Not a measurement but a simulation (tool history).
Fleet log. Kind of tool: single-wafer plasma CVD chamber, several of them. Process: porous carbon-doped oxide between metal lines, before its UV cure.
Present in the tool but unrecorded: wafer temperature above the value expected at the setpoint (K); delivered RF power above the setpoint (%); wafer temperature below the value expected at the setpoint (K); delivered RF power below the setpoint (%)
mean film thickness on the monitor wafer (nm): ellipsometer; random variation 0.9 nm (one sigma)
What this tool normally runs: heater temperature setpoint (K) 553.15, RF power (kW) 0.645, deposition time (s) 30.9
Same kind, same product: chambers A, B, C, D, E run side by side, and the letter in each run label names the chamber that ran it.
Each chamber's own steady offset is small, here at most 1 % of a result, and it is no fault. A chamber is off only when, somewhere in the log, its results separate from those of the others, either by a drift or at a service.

run	hour	heater temperature setpoint (K)	RF power (kW)	deposition time (s)	hours since the last thermocouple change	hours since the last RF generator calibration	read-back reference wafer on the same gauge, thickness_nm	mean film thickness on the monitor wafer (nm)
1C	4.7	553.15	0.645	30.9	1456.8	743.3	226.9	223.65
2B	14.2	553.15	0.645	30.9	469	2316.9	226.87	221.01
3A	18.8	553.15	0.645	30.9	366.9	242.1	226.97	222.43
4E	27.9	553.15	0.645	30.9	773.5	884.5	227.1	220.34
5D	32.7	553.15	0.645	30.9	1507.2	992.2	227.05	220.86
6D	40.8	553.15	0.585	30.9	1515.3	1000.3	227.15	206.83
7B	48	553.15	0.585	30.9	502.8	2350.7	227.11	208.12
8A	55.8	553.15	0.585	30.9	403.9	279.1	226.81	207.98
9E	62.9	553.15	0.585	30.9	808.5	919.5	226.98	208.24
10C	69.3	553.15	0.585	30.9	1521.4	807.9	226.89	209.6
11B	77.7	553.15	0.645	30.9	532.5	2380.4	226.79	220.79
12E	83.3	562.15	0.525	30.9	828.9	939.9	226.92	183.83
13C	92.9	562.15	0.525	30.9	1545	831.5	227.11	185.78
14D	99.7	562.15	0.525	30.9	1574.2	1059.2	227.08	181.04
15A	104.2	562.15	0.525	30.9	452.3	327.5	227.02	183.84
16B	111.7	562.15	0.525	30.9	566.5	2414.4	227.27	182.7
17C	116	553.15	0.645	30.9	1568.1	854.6	226.81	223.91
18A	125.4	553.15	0.645	30.9	473.5	348.7	226.93	221.65
19E	132.8	553.15	0.645	30.9	878.4	989.4	227.15	220.29
20D	140.9	553.15	0.645	30.9	1615.4	1100.4	226.87	216.33
21D	148.8	553.15	0.645	30.9	1623.3	1108.3	226.88	216.69
22B	156.5	553.15	0.645	30.9	611.3	2459.2	226.93	220.11
23C	164.1	553.15	0.645	30.9	1616.2	902.7	227.14	223.82
24A	171.8	553.15	0.645	30.9	519.9	395.1	227.19	222.57
25E	177.8	553.15	0.645	30.9	923.4	1034.4	227.34	220.54
26D	183.3	553.15	0.645	28.6	1657.8	1142.8	227.15	199.58
27E	192	553.15	0.645	28.6	937.6	1048.6	227.2	205.81
28B	199.4	553.15	0.645	28.6	654.2	2502.1	227.03	204.78
29A	206	553.15	0.645	28.6	554.1	429.3	227.07	205.55
30C	211.3	553.15	0.645	28.6	1663.4	949.9	226.89	206.79
31E	220.1	553.15	0.645	30.9	965.7	1076.7	227.06	221.52
32D	224.7	553.15	0.645	30.9	1699.2	1184.2	226.91	212.89
33C	233.7	553.15	0.645	30.9	1685.8	972.3	227.16	221.46

Next, all 5 chambers run the settings below, one line each with question marks for the results. What does each chamber give?
34A	240.7	553.15	0.645	30.9				?
34B	240.7	553.15	0.645	30.9				?
34C	240.7	553.15	0.645	30.9				?
34D	240.7	553.15	0.645	30.9				?
34E	240.7	553.15	0.645	30.9				?

run	mean film thickness on the monitor wafer (nm)
34A	222.9
34B	223.05
34C	223.46
34D	212.55
34E	223.42
